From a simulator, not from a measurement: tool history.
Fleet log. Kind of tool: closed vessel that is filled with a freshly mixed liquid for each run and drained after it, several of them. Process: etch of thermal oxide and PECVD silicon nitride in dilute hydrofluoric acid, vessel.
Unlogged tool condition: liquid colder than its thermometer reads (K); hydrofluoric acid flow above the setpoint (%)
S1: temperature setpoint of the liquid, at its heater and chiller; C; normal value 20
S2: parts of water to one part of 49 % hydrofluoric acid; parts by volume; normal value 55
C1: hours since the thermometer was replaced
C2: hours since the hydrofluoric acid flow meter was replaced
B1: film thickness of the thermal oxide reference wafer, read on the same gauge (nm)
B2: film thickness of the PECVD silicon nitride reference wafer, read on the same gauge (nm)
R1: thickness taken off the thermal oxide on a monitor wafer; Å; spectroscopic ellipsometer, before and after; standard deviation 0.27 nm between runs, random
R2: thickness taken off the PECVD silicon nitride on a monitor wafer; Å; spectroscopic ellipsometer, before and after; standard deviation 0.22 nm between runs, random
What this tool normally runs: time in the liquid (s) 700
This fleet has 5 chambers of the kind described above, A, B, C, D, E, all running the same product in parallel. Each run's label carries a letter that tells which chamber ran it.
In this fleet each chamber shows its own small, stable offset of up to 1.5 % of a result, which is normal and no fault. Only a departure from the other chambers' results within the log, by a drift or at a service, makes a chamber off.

Run 1C, hour 8.2: usual settings; C1 1364.5; C2 212.7; B1 30.003; B2 99.971. Result: R1 532.04 Å, R2 261.85 Å.
Run 2E, hour 15.8: usual settings; C1 961.3; C2 656.1; B1 29.979; B2 100. Result: R1 531.83 Å, R2 266.71 Å.
Run 3B, hour 24.3: usual settings; C1 1149.6; C2 836.7; B1 29.984; B2 100.02. Result: R1 530.37 Å, R2 268.2 Å.
Run 4D, hour 28.5: usual settings; C1 830.7; C2 381.2; B1 30.028; B2 100.03. Result: R1 538.68 Å, R2 260.69 Å.
Run 5A, hour 33.7: usual settings; C1 182.6; C2 506.5; B1 30.008; B2 99.994. Result: R1 530.91 Å, R2 264.71 Å.
Run 6E, hour 40.4: usual settings; C1 985.9; C2 680.7; B1 29.989; B2 99.972. Result: R1 523.21 Å, R2 265.03 Å.
Run 7D, hour 47.4: usual settings; C1 849.6; C2 400.1; B1 30.034; B2 99.996. Result: R1 534.26 Å, R2 263.24 Å.
At hour 53.4: chamber C: thermometer replaced.
Run 8C, hour 54.7: usual settings; C1 1.3; C2 259.2; B1 29.933; B2 100.01. Result: R1 534.4 Å, R2 264.83 Å.
Run 9B, hour 59.3: usual settings but S1 24.5 C, time in the liquid (s) 390; C1 1184.6; C2 871.7; B1 29.989; B2 100.04. Result: R1 354.83 Å, R2 198.58 Å.
Run 10A, hour 66: usual settings but S1 24.5 C, time in the liquid (s) 390; C1 214.9; C2 538.8; B1 29.966; B2 99.992. Result: R1 359.47 Å, R2 199.07 Å.
Run 11C, hour 70.5: usual settings but S1 24.5 C, time in the liquid (s) 390; C1 17.1; C2 275; B1 30.004; B2 99.991. Result: R1 355.55 Å, R2 200.78 Å.
Run 12D, hour 76.1: usual settings but S1 24.5 C, time in the liquid (s) 390; C1 878.3; C2 428.8; B1 30.006; B2 99.992. Result: R1 356.31 Å, R2 199.13 Å.
Run 13B, hour 83: usual settings but S1 24.5 C, time in the liquid (s) 390; C1 1208.3; C2 895.4; B1 30.002; B2 100.01. Result: R1 352.88 Å, R2 200.28 Å.
Run 14E, hour 87.2: usual settings; C1 1032.7; C2 727.5; B1 30.003; B2 100.02. Result: R1 531.07 Å, R2 259.34 Å.
Run 15A, hour 92.5: usual settings; C1 241.4; C2 565.3; B1 29.992; B2 99.963. Result: R1 533.22 Å, R2 263.94 Å.
Run 16D, hour 99.4: usual settings; C1 901.6; C2 452.1; B1 30.019; B2 100.02. Result: R1 527.33 Å, R2 261.23 Å.
Run 17A, hour 105.3: usual settings; C1 254.2; C2 578.1; B1 29.989; B2 100.01. Result: R1 532.24 Å, R2 262 Å.
Run 18B, hour 112.9: usual settings; C1 1238.2; C2 925.3; B1 29.99; B2 100.02. Result: R1 523.97 Å, R2 264.98 Å.
Run 19C, hour 119: usual settings; C1 65.6; C2 323.5; B1 29.987; B2 100.01. Result: R1 536.15 Å, R2 266.46 Å.
Run 20E, hour 127.7: usual settings; C1 1073.2; C2 768; B1 29.993; B2 100.04. Result: R1 529.06 Å, R2 269.66 Å.
Run 21A, hour 134.3: usual settings; C1 283.2; C2 607.1; B1 30.047; B2 100.02. Result: R1 533.71 Å, R2 262.56 Å.
Run 22B, hour 139: usual settings; C1 1264.3; C2 951.4; B1 29.982; B2 99.985. Result: R1 526.51 Å, R2 264.82 Å.
Run 23D, hour 147.4: usual settings; C1 949.6; C2 500.1; B1 30.013; B2 100.04. Result: R1 532.34 Å, R2 257.91 Å.
Run 24C, hour 152.4: usual settings but S1 23.5 C, time in the liquid (s) 965; C1 99; C2 356.9; B1 29.993; B2 100.01. Result: R1 848.96 Å, R2 462.74 Å.
Run 25E, hour 156.3: usual settings but S1 23.5 C, time in the liquid (s) 965; C1 1101.8; C2 796.6; B1 29.976; B2 99.979. Result: R1 843.74 Å, R2 467.68 Å.
Run 26E, hour 163.3: usual settings but S1 23.5 C, time in the liquid (s) 965; C1 1108.8; C2 803.6; B1 30.013; B2 99.988. Result: R1 846.03 Å, R2 458.97 Å.
Run 27B, hour 170.5: usual settings but S1 23.5 C, time in the liquid (s) 965; C1 1295.8; C2 982.9; B1 30.016; B2 100.02. Result: R1 836.85 Å, R2 462.83 Å.
Run 28D, hour 177.1: usual settings but S1 23.5 C, time in the liquid (s) 965; C1 979.3; C2 529.8; B1 30.041; B2 100.02. Result: R1 859.1 Å, R2 468.67 Å.
At hour 179.1: chamber B: thermometer replaced.
Run 29C, hour 185.8: usual settings; C1 132.4; C2 390.3; B1 29.996; B2 99.939. Result: R1 536.1 Å, R2 264.24 Å.
Run 30A, hour 192.8: usual settings; C1 341.7; C2 665.6; B1 29.989; B2 100. Result: R1 533.5 Å, R2 265.31 Å.
Run 31C, hour 201.2: usual settings; C1 147.8; C2 405.7; B1 29.988; B2 99.989. Result: R1 538.88 Å, R2 260.78 Å.
Run 32A, hour 207.5: usual settings but S1 22.5 C, time in the liquid (s) 1090; C1 356.4; C2 680.3; B1 30.02; B2 99.979. Result: R1 923.3 Å, R2 484.98 Å.
Run 33D, hour 213.3: usual settings but S1 22.5 C, time in the liquid (s) 1090; C1 1015.5; C2 566; B1 30.003; B2 100. Result: R1 918.88 Å, R2 480.43 Å.
Run 34E, hour 218.5: usual settings but S1 22.5 C, time in the liquid (s) 1090; C1 1164; C2 858.8; B1 29.984; B2 100.01. Result: R1 916.38 Å, R2 486.14 Å.
Run 35B, hour 224.1: usual settings but S1 22.5 C, time in the liquid (s) 1090; C1 45; C2 1036.5; B1 30; B2 99.983. Result: R1 903.66 Å, R2 489.67 Å.
Run 36D, hour 230.2: usual settings but S1 22.5 C, time in the liquid (s) 1090; C1 1032.4; C2 582.9; B1 30.003; B2 100.05. Result: R1 924.38 Å, R2 486.7 Å.
Run 37E, hour 234.2: usual settings; C1 1179.7; C2 874.5; B1 30.013; B2 99.996. Result: R1 524.79 Å, R2 264.92 Å.
At hour 241.7: chamber C: hydrofluoric acid flow meter replaced.
Run 38A, hour 243: usual settings; C1 391.9; C2 715.8; B1 29.996; B2 99.979. Result: R1 534.34 Å, R2 263.73 Å.
Run 39C, hour 251.8: usual settings; C1 198.4; C2 10.1; B1 30.042; B2 99.942. Result: R1 534.18 Å, R2 265.64 Å.
Run 40B, hour 258.2: usual settings; C1 79.1; C2 1070.6; B1 29.983; B2 99.956. Result: R1 528.2 Å, R2 265.91 Å.
Run 41D, hour 265.9: usual settings; C1 1068.1; C2 618.6; B1 29.961; B2 100. Result: R1 528.57 Å, R2 260.26 Å.

Next, every chamber runs the same settings. What will each give?
Run 42A, hour 272.3: usual settings. Result: R1 ?, R2 ?.
Run 42B, hour 272.3: usual settings. Result: R1 ?, R2 ?.
Run 42C, hour 272.3: usual settings. Result: R1 ?, R2 ?.
Run 42D, hour 272.3: usual settings. Result: R1 ?, R2 ?.
Run 42E, hour 272.3: usual settings. Result: R1 ?, R2 ?.

run      R1      R2
42A  530.69  267.36
42B  533.54  263.86
42C  530.24  261.03
42D  535.03  262.51
42E  531.19  266.05
